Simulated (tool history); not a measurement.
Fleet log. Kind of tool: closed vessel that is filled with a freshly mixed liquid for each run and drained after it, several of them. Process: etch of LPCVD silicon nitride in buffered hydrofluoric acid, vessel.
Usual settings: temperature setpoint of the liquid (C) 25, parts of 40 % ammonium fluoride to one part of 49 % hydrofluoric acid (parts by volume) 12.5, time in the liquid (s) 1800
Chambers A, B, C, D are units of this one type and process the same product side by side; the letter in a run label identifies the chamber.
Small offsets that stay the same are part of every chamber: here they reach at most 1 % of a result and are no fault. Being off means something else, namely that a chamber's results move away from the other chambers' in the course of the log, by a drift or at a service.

run,hour,temperature setpoint of the liquid (C),parts of 40 % ammonium fluoride to one part of 49 % hydrofluoric acid (parts by volume),time in the liquid (s),hours since the thermometer was replaced,hours since the hydrofluoric acid flow meter was replaced,"read-back film thickness of the LPCVD silicon nitride reference wafer, read on the same gauge (nm)",thickness taken off the LPCVD silicon nitride on a monitor wafer (nm)
1B,7.9,25,12.5,1800,517.5,1401.4,50.043,21.398
2A,16.5,25,12.5,1800,1337.3,454.6,49.986,21.338
3C,25.5,25,12.5,1800,275.1,346.2,49.991,21.49
4D,32.8,25,12.5,1800,62.2,136.4,50.015,21.418
5C,42.8,25,12.5,1800,292.4,363.5,50.023,21.606
6A,47.3,22.5,12.5,1800,1368.1,485.4,49.983,18.57
7D,53.1,22.5,12.5,1800,82.5,156.7,50.023,18.623
# hour 59.3: chamber B: hydrofluoric acid flow meter replaced
8B,63,22.5,12.5,1800,572.6,3.8,50.007,18.645
9C,72.1,22.5,12.5,1800,321.7,392.8,49.987,18.758
10B,77.9,25,12.5,1800,587.5,18.7,50.044,21.333
11A,84.6,25,12.5,1800,1405.4,522.7,49.964,21.372
12D,89.6,25,12.5,1800,119,193.2,50.007,21.476
13B,95,25,15,1800,604.6,35.8,50.028,17.669
14C,103.4,25,15,1800,353,424.1,50.061,17.957
15D,108.1,25,15,1800,137.5,211.7,49.973,17.927
16A,114.5,25,15,1800,1435.3,552.6,50.017,17.817
17D,124.6,25,12.5,1800,154,228.2,49.963,21.393
18C,134.3,25,9.5,1800,383.9,455,50.005,27.728
19A,139.7,25,9.5,1800,1460.5,577.8,50.01,27.33
20B,146.8,25,9.5,1800,656.4,87.6,50.011,27.522
21C,156.5,25,9.5,1800,406.1,477.2,50.041,27.706
22B,161.7,25,12.5,2785,671.3,102.5,50.003,33.11
23A,169.8,25,12.5,2785,1490.6,607.9,49.971,33.028
24D,177.7,25,12.5,2785,207.1,281.3,49.99,33.106
25D,187.8,25,12.5,2785,217.2,291.4,49.985,33.22
26A,193.8,29,12.5,2590,1514.6,631.9,50.002,37.764
27B,199.8,29,12.5,2590,709.4,140.6,50.008,37.717
28C,208.7,29,12.5,2590,458.3,529.4,49.976,38.53
29B,214.9,29,12.5,2590,724.5,155.7,50.019,37.823
30D,220.4,25,12.5,1800,249.8,324,49.984,21.53
31A,230.4,25,12.5,1800,1551.2,668.5,50.043,21.432
32C,236.7,25,12.5,1800,486.3,557.4,50.022,21.464
33D,245.7,25,12.5,1800,275.1,349.3,49.997,21.408
34A,253.8,25,12.5,1800,1574.6,691.9,50.008,21.251
35B,260.1,25,12.5,1800,769.7,200.9,50.009,21.182
36C,268.3,25,12.5,1800,517.9,589,49.944,21.485
37A,278.7,25,12.5,1800,1599.5,716.8,49.992,21.334
38D,287.6,25,12.5,1800,317,391.2,50.011,21.396
39C,294.6,25,12.5,1800,544.2,615.3,49.988,21.656

Next, every chamber runs the same settings. What will each give?
40A,302.1,25,16,1800,,,,?
40B,302.1,25,16,1800,,,,?
40C,302.1,25,16,1800,,,,?
40D,302.1,25,16,1800,,,,?

run,thickness taken off the LPCVD silicon nitride on a monitor wafer (nm)
40A,16.714
40B,16.608
40C,16.806
40D,16.861
